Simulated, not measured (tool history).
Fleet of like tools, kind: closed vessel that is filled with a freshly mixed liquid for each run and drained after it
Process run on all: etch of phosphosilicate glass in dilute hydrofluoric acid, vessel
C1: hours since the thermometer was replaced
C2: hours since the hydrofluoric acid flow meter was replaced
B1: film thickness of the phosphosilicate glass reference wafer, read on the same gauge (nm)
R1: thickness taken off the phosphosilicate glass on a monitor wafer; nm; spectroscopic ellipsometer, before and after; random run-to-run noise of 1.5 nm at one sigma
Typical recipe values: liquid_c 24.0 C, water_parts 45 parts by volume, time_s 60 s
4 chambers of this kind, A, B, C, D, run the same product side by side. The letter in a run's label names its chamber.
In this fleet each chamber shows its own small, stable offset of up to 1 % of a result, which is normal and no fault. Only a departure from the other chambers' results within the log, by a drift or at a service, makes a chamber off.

{"run": "1A", "hour": 13.7, "liquid_c": 24.0, "water_parts": 45, "time_s": 60, "C1": 1012.5, "C2": 134.3, "B1": 49.987, "R1": 221.98}
{"run": "2B", "hour": 21.0, "liquid_c": 24.0, "water_parts": 45, "time_s": 60, "C1": 1379.4, "C2": 628.1, "B1": 50.002, "R1": 224.48}
{"hour": 21.9, "done": "chamber B: thermometer replaced"}
{"run": "3D", "hour": 30.6, "liquid_c": 24.0, "water_parts": 45, "time_s": 60, "C1": 37.2, "C2": 181.6, "B1": 49.985, "R1": 224.94}
{"run": "4C", "hour": 39.9, "liquid_c": 24.0, "water_parts": 45, "time_s": 60, "C1": 1862.6, "C2": 539.9, "B1": 50.024, "R1": 225.12}
{"run": "5C", "hour": 49.1, "liquid_c": 24.0, "water_parts": 45, "time_s": 60, "C1": 1871.8, "C2": 549.1, "B1": 49.982, "R1": 224.77}
{"run": "6D", "hour": 57.7, "liquid_c": 24.0, "water_parts": 45, "time_s": 60, "C1": 64.3, "C2": 208.7, "B1": 49.985, "R1": 226.27}
{"run": "7B", "hour": 64.3, "liquid_c": 24.0, "water_parts": 45, "time_s": 60, "C1": 42.4, "C2": 671.4, "B1": 49.993, "R1": 224.62}
{"run": "8A", "hour": 73.6, "liquid_c": 24.0, "water_parts": 45, "time_s": 60, "C1": 1072.4, "C2": 194.2, "B1": 49.979, "R1": 225.04}
{"run": "9C", "hour": 85.5, "liquid_c": 24.0, "water_parts": 45, "time_s": 60, "C1": 1908.2, "C2": 585.5, "B1": 50.023, "R1": 229.36}
{"run": "10A", "hour": 91.8, "liquid_c": 24.0, "water_parts": 45, "time_s": 60, "C1": 1090.6, "C2": 212.4, "B1": 50.032, "R1": 223.99}
{"run": "11D", "hour": 101.8, "liquid_c": 24.0, "water_parts": 45, "time_s": 60, "C1": 108.4, "C2": 252.8, "B1": 50.014, "R1": 225.32}
{"run": "12B", "hour": 108.2, "liquid_c": 24.0, "water_parts": 45, "time_s": 60, "C1": 86.3, "C2": 715.3, "B1": 50.016, "R1": 223.15}
{"run": "13D", "hour": 117.9, "liquid_c": 24.0, "water_parts": 50, "time_s": 80, "C1": 124.5, "C2": 268.9, "B1": 49.984, "R1": 271.98}
{"run": "14A", "hour": 126.7, "liquid_c": 24.0, "water_parts": 50, "time_s": 80, "C1": 1125.5, "C2": 247.3, "B1": 49.978, "R1": 268.79}
{"run": "15B", "hour": 137.3, "liquid_c": 24.0, "water_parts": 50, "time_s": 80, "C1": 115.4, "C2": 744.4, "B1": 50.013, "R1": 268.08}
{"run": "16C", "hour": 150.8, "liquid_c": 24.0, "water_parts": 50, "time_s": 80, "C1": 1973.5, "C2": 650.8, "B1": 50.014, "R1": 269.35}
{"run": "17B", "hour": 158.8, "liquid_c": 19.5, "water_parts": 45, "time_s": 40, "C1": 136.9, "C2": 765.9, "B1": 50.003, "R1": 123.01}
{"run": "18C", "hour": 169.2, "liquid_c": 19.5, "water_parts": 45, "time_s": 40, "C1": 1991.9, "C2": 669.2, "B1": 50.022, "R1": 126.8}
{"run": "19D", "hour": 181.7, "liquid_c": 19.5, "water_parts": 45, "time_s": 40, "C1": 188.3, "C2": 332.7, "B1": 50.0, "R1": 124.95}
{"run": "20A", "hour": 195.5, "liquid_c": 19.5, "water_parts": 45, "time_s": 40, "C1": 1194.3, "C2": 316.1, "B1": 49.998, "R1": 126.85}
{"run": "21A", "hour": 208.3, "liquid_c": 24.0, "water_parts": 45, "time_s": 60, "C1": 1207.1, "C2": 328.9, "B1": 49.99, "R1": 227.98}
{"run": "22B", "hour": 219.0, "liquid_c": 24.0, "water_parts": 45, "time_s": 60, "C1": 197.1, "C2": 826.1, "B1": 50.004, "R1": 226.74}
{"run": "23D", "hour": 231.5, "liquid_c": 24.0, "water_parts": 45, "time_s": 60, "C1": 238.1, "C2": 382.5, "B1": 50.005, "R1": 225.59}
{"run": "24C", "hour": 245.2, "liquid_c": 24.0, "water_parts": 60, "time_s": 60, "C1": 2067.9, "C2": 745.2, "B1": 49.994, "R1": 166.37}
{"run": "25C", "hour": 251.3, "liquid_c": 24.0, "water_parts": 60, "time_s": 60, "C1": 2074.0, "C2": 751.3, "B1": 49.985, "R1": 166.94}
{"run": "26B", "hour": 259.1, "liquid_c": 24.0, "water_parts": 60, "time_s": 60, "C1": 237.2, "C2": 866.2, "B1": 49.981, "R1": 167.1}
{"run": "27A", "hour": 266.4, "liquid_c": 24.0, "water_parts": 60, "time_s": 60, "C1": 1265.2, "C2": 387.0, "B1": 50.02, "R1": 171.16}
{"run": "28D", "hour": 275.7, "liquid_c": 24.0, "water_parts": 45, "time_s": 60, "C1": 282.3, "C2": 426.7, "B1": 50.03, "R1": 227.55}
{"run": "29A", "hour": 286.6, "liquid_c": 24.0, "water_parts": 45, "time_s": 60, "C1": 1285.4, "C2": 407.2, "B1": 49.977, "R1": 237.52}

Predict what each chamber gives when all 4 of them run the settings below next.
{"run": "30A", "hour": 296.5, "liquid_c": 24.0, "water_parts": 45, "time_s": 60, "R1": "?"}
{"run": "30B", "hour": 296.5, "liquid_c": 24.0, "water_parts": 45, "time_s": 60, "R1": "?"}
{"run": "30C", "hour": 296.5, "liquid_c": 24.0, "water_parts": 45, "time_s": 60, "R1": "?"}
{"run": "30D", "hour": 296.5, "liquid_c": 24.0, "water_parts": 45, "time_s": 60, "R1": "?"}

run=30A R1=236.07
run=30B R1=224.22
run=30C R1=227.48
run=30D R1=225.62
